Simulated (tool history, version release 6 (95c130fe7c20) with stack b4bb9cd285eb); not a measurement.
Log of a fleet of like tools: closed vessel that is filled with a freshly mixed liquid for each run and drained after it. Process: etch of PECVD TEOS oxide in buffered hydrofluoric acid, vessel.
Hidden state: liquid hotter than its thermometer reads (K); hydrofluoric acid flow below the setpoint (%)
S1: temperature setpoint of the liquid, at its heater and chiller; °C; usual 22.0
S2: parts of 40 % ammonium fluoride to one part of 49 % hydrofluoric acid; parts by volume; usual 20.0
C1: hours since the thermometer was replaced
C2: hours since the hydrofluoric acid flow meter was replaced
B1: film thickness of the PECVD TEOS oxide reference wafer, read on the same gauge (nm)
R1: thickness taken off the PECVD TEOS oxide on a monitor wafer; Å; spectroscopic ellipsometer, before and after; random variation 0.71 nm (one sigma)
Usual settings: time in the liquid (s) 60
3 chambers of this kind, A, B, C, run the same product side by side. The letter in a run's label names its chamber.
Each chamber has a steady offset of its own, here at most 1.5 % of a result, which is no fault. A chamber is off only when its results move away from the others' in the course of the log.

Run 1C, hour 5.3: usual settings; C1 1265.0; C2 1725.3; B1 139.97. Result: R1 729.07 Å.
Run 2B, hour 14.2: usual settings; C1 321.2; C2 428.1; B1 140.01. Result: R1 719.43 Å.
Run 3A, hour 21.9: usual settings; C1 403.8; C2 1778.9; B1 139.93. Result: R1 710.96 Å.
Run 4B, hour 31.9: usual settings; C1 338.9; C2 445.8; B1 140.03. Result: R1 736.35 Å.
Run 5C, hour 40.9: usual settings; C1 1300.6; C2 1760.9; B1 140.04. Result: R1 736.05 Å.
Run 6A, hour 45.3: usual settings; C1 427.2; C2 1802.3; B1 139.97. Result: R1 707.20 Å.
Run 7C, hour 52.4: usual settings; C1 1312.1; C2 1772.4; B1 140.02. Result: R1 736.83 Å.
Run 8A, hour 59.7: usual settings; C1 441.6; C2 1816.7; B1 140.00. Result: R1 722.98 Å.
Run 9B, hour 67.0: usual settings; C1 374.0; C2 480.9; B1 140.01. Result: R1 720.70 Å.
Run 10B, hour 74.0: usual settings but S2 17.0 parts by volume; C1 381.0; C2 487.9; B1 140.00. Result: R1 857.03 Å.
Run 11A, hour 82.3: usual settings but S2 17.0 parts by volume; C1 464.2; C2 1839.3; B1 140.01. Result: R1 842.40 Å.
Run 12C, hour 88.9: usual settings but S2 17.0 parts by volume; C1 1348.6; C2 1808.9; B1 139.99. Result: R1 869.40 Å.
Run 13B, hour 97.3: usual settings; C1 404.3; C2 511.2; B1 140.02. Result: R1 732.60 Å.
Run 14A, hour 106.9: usual settings; C1 488.8; C2 1863.9; B1 140.01. Result: R1 729.15 Å.
Run 15C, hour 114.4: usual settings but S1 26.5 °C, S2 22.5 parts by volume; C1 1374.1; C2 1834.4; B1 140.01. Result: R1 884.38 Å.
Run 16A, hour 123.0: usual settings but S1 26.5 °C, S2 22.5 parts by volume; C1 504.9; C2 1880.0; B1 139.99. Result: R1 854.23 Å.
At hour 131.2: chamber C: hydrofluoric acid flow meter replaced.
Run 17C, hour 132.5: usual settings but S1 26.5 °C, S2 22.5 parts by volume; C1 1392.2; C2 1.3; B1 140.01. Result: R1 893.87 Å.
Run 18B, hour 142.5: usual settings; C1 449.5; C2 556.4; B1 139.98. Result: R1 737.01 Å.
Run 19B, hour 152.4: usual settings but S1 20.0 °C; C1 459.4; C2 566.3; B1 139.99. Result: R1 646.83 Å.
Run 20C, hour 158.0: usual settings but S1 20.0 °C; C1 1417.7; C2 26.8; B1 140.00. Result: R1 713.80 Å.
Run 21A, hour 163.9: usual settings but S1 20.0 °C; C1 545.8; C2 1920.9; B1 140.04. Result: R1 653.73 Å.
Run 22B, hour 168.3: usual settings; C1 475.3; C2 582.2; B1 140.00. Result: R1 721.37 Å.
Run 23A, hour 175.3: usual settings; C1 557.2; C2 1932.3; B1 140.04. Result: R1 724.80 Å.
Run 24C, hour 179.9: usual settings; C1 1439.6; C2 48.7; B1 139.99. Result: R1 777.11 Å.
Run 25A, hour 187.1: usual settings; C1 569.0; C2 1944.1; B1 140.02. Result: R1 727.76 Å.
Run 26B, hour 194.4: usual settings; C1 501.4; C2 608.3; B1 139.99. Result: R1 724.74 Å.
Run 27C, hour 203.3: usual settings; C1 1463.0; C2 72.1; B1 139.99. Result: R1 807.80 Å.
Run 28C, hour 212.1: usual settings; C1 1471.8; C2 80.9; B1 139.97. Result: R1 786.84 Å.

What goes on in this fleet: one chamber off, a drifting gauge, or nothing beyond the chambers' own small offsets? Name the chamber and the cause, if any.

Chamber C drifts away from the others.
Cause: liquid hotter than its thermometer reads (K) = 1.48.

Here are 4 candidates for chamber C's next run, each the usual settings with a change, their results left as question marks. Which one brings its results back in line with what the others give on the usual settings?
In line means no further than this from the other chambers' mean on the usual settings: R1 25.00 Å
Run 29C-1, hour 219.4: usual settings but S2 19.5 parts by volume. Result: R1 ?.
Run 29C-2, hour 219.4: usual settings but S1 22.5 °C, S2 19.0 parts by volume. Result: R1 ?.
Run 29C-3, hour 219.4: usual settings but S2 20.5 parts by volume. Result: R1 ?.
Run 29C-4, hour 219.4: usual settings but S1 21.5 °C, S2 21.5 parts by volume. Result: R1 ?.

The other chambers' mean on the usual settings: R1 726.43 Å
  run      R1
29C-1  817.24
29C-2  861.04
29C-3  784.10
29C-4  738.85
29C-4 brings the chamber back in line.

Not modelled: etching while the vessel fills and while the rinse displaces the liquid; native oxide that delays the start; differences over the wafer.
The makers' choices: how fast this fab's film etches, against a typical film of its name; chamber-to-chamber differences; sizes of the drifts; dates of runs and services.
